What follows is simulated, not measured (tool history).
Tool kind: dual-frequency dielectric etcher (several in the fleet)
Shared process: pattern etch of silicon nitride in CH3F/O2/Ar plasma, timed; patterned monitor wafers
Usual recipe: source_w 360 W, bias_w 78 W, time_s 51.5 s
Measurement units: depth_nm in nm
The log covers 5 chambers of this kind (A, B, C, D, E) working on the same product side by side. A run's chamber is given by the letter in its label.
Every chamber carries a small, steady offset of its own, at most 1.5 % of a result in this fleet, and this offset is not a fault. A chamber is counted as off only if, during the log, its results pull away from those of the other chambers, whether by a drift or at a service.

run	hour	source_w	bias_w	time_s	read-back reference wafer on the same gauge, depth_nm	depth_nm
1E	2.1	360	78	51.5	35.087	35.225
2D	5.8	360	78	51.5	35.082	35.601
3C	8.3	360	78	51.5	35.085	35.597
4B	11.2	360	78	51.5	35.076	35.493
5A	14.4	280	69	51.5	35.071	31.019
6A	17.3	280	69	51.5	35.053	31.108
7C	19.7	280	69	51.5	35.045	30.958
8D	24.2	280	69	51.5	35.052	30.924
9B	27.3	280	69	51.5	35.027	30.892
10E	30.1	360	78	51.5	35.022	35.147
11D	33.1	360	78	51.5	35.016	35.492
# hour 35.4: chamber E: wet clean of the chamber
12C	36.6	360	78	51.5	35.015	35.379
13E	39.2	360	78	51.5	35.019	35.254
14A	43	360	78	51.5	34.993	35.418
15B	46.4	360	78	51.5	34.985	35.373
16A	49.3	360	78	51.5	34.986	35.5
# hour 50.9: chamber D: wet clean of the chamber
17B	53	360	78	51.5	34.985	35.378
18E	56.1	360	78	51.5	34.959	35.018
19D	59.7	360	78	51.5	34.967	35.24
20C	63.7	430	78	51.5	34.953	37.762
21A	66.7	430	78	51.5	34.934	37.905
22D	68.8	430	78	51.5	34.935	37.775
23C	72.6	430	78	51.5	34.914	37.924
24B	75.3	430	78	51.5	34.921	37.79
25E	78.6	360	78	51.5	34.924	34.978
26D	81.6	360	78	51.5	34.902	35.252
27B	85.3	360	78	51.5	34.887	35.332
28C	87.6	360	78	51.5	34.902	35.418
29A	91.5	360	78	51.5	34.876	35.418
30E	94.7	360	78	51.5	34.889	35.061
31D	99.1	360	78	51.5	34.881	35.094
32C	101.6	360	78	51.5	34.864	35.445

Each of the 5 chambers runs these same settings next. Fill in every chamber's results:
33A	104.8	390	78	51.5		?
33B	104.8	390	78	51.5		?
33C	104.8	390	78	51.5		?
33D	104.8	390	78	51.5		?
33E	104.8	390	78	51.5		?

run	depth_nm
33A	36.454
33B	36.33
33C	36.458
33D	36.266
33E	36.092
